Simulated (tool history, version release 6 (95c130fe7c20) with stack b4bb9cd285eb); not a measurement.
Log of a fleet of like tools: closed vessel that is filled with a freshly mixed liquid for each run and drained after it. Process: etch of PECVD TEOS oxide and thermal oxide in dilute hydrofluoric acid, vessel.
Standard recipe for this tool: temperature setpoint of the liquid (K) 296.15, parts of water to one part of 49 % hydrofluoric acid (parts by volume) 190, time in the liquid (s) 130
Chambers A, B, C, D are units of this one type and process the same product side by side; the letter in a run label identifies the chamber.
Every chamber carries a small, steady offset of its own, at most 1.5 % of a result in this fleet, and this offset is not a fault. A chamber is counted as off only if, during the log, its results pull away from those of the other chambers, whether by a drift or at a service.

run	day	temperature setpoint of the liquid (K)	parts of water to one part of 49 % hydrofluoric acid (parts by volume)	time in the liquid (s)	read-back film thickness of the PECVD TEOS oxide reference wafer, read on the same gauge (nm)	read-back film thickness of the thermal oxide reference wafer, read on the same gauge (nm)	thickness taken off the PECVD TEOS oxide on a monitor wafer (angstrom)	thickness taken off the thermal oxide on a monitor wafer (angstrom)
# day 0.046: chamber A: hydrofluoric acid flow meter replaced
1A	0.212	296.15	190	130	80.005	150.00	50.294	27.156
2B	0.408	296.15	190	130	79.965	150.01	51.496	27.458
3C	0.729	296.15	190	130	79.978	149.99	50.864	27.510
4D	1.021	296.15	190	130	80.023	149.99	51.618	26.980
5D	1.425	296.15	190	130	79.994	149.99	51.250	27.380
6B	1.875	296.15	115	130	80.021	150.01	91.895	49.294
7C	2.242	296.15	115	130	79.963	150.01	92.254	49.684
8A	2.671	296.15	115	130	80.012	150.00	90.068	48.491
9D	2.933	296.15	115	130	80.024	150.00	92.339	49.299
10C	3.312	296.15	230	165	80.044	150.01	51.419	26.838
# day 3.325: chamber B: hydrofluoric acid flow meter replaced
11B	3.538	296.15	230	165	80.014	149.98	51.275	27.541
12A	3.817	296.15	230	165	79.946	150.01	51.131	27.351
13D	4.238	296.15	230	165	80.015	150.00	51.979	27.369
14A	4.529	291.65	190	130	80.009	150.01	42.629	23.240
15B	4.804	291.65	190	130	80.023	150.00	43.261	23.076
16C	5.108	291.65	190	130	80.013	150.01	42.871	22.901
17A	5.471	291.65	190	130	79.996	150.01	42.172	23.018
18D	5.879	296.15	190	130	79.970	150.02	51.249	27.388
19B	6.233	296.15	190	130	79.993	149.98	51.194	27.263
20C	6.454	296.15	190	130	80.031	150.00	51.141	26.441
21D	6.746	296.15	190	130	80.050	150.00	51.259	27.158
22B	6.967	296.15	115	130	80.003	150.01	91.579	49.091
23C	7.338	296.15	115	130	79.998	150.00	91.688	49.541
24A	7.767	296.15	115	130	79.993	149.99	89.692	48.433
25C	8.175	296.15	115	130	79.958	150.01	92.308	48.921
26B	8.462	296.15	190	130	80.023	150.02	51.125	27.295
27D	8.846	296.15	155	90	79.974	150.03	45.560	24.255
28A	9.283	296.15	155	90	80.066	149.98	44.339	23.853
29D	9.667	296.15	155	90	80.011	150.01	45.067	24.130
30C	9.908	296.15	155	90	80.016	150.00	44.739	24.011
31B	10.292	296.15	110	130	79.992	149.99	97.259	51.752
32A	10.633	296.15	110	130	80.053	150.02	94.959	49.933
33A	11.017	296.15	110	130	80.009	149.98	94.222	50.657
34D	11.308	296.15	110	130	80.029	150.03	96.984	50.649
35B	11.550	296.15	190	130	80.038	150.00	51.222	27.355
36C	11.904	296.15	190	130	80.020	150.02	50.917	26.895
37C	12.117	296.15	190	130	79.992	150.02	51.132	27.167
38B	12.471	297.65	190	80	80.008	150.01	33.384	17.746
39D	12.833	297.65	190	80	80.029	150.00	33.350	17.884
40A	13.129	297.65	190	80	79.992	150.01	32.628	17.901
41D	13.529	297.65	190	80	79.995	150.00	33.463	17.787

All 4 chambers run these settings next. Forecast each chamber's results:
42A	13.850	296.15	190	130			?	?
42B	13.850	296.15	190	130			?	?
42C	13.850	296.15	190	130			?	?
42D	13.850	296.15	190	130			?	?

run	thickness taken off the PECVD TEOS oxide on a monitor wafer (angstrom)	thickness taken off the thermal oxide on a monitor wafer (angstrom)
42A	50.282	26.731
42B	51.519	26.954
42C	50.567	27.274
42D	51.174	27.651
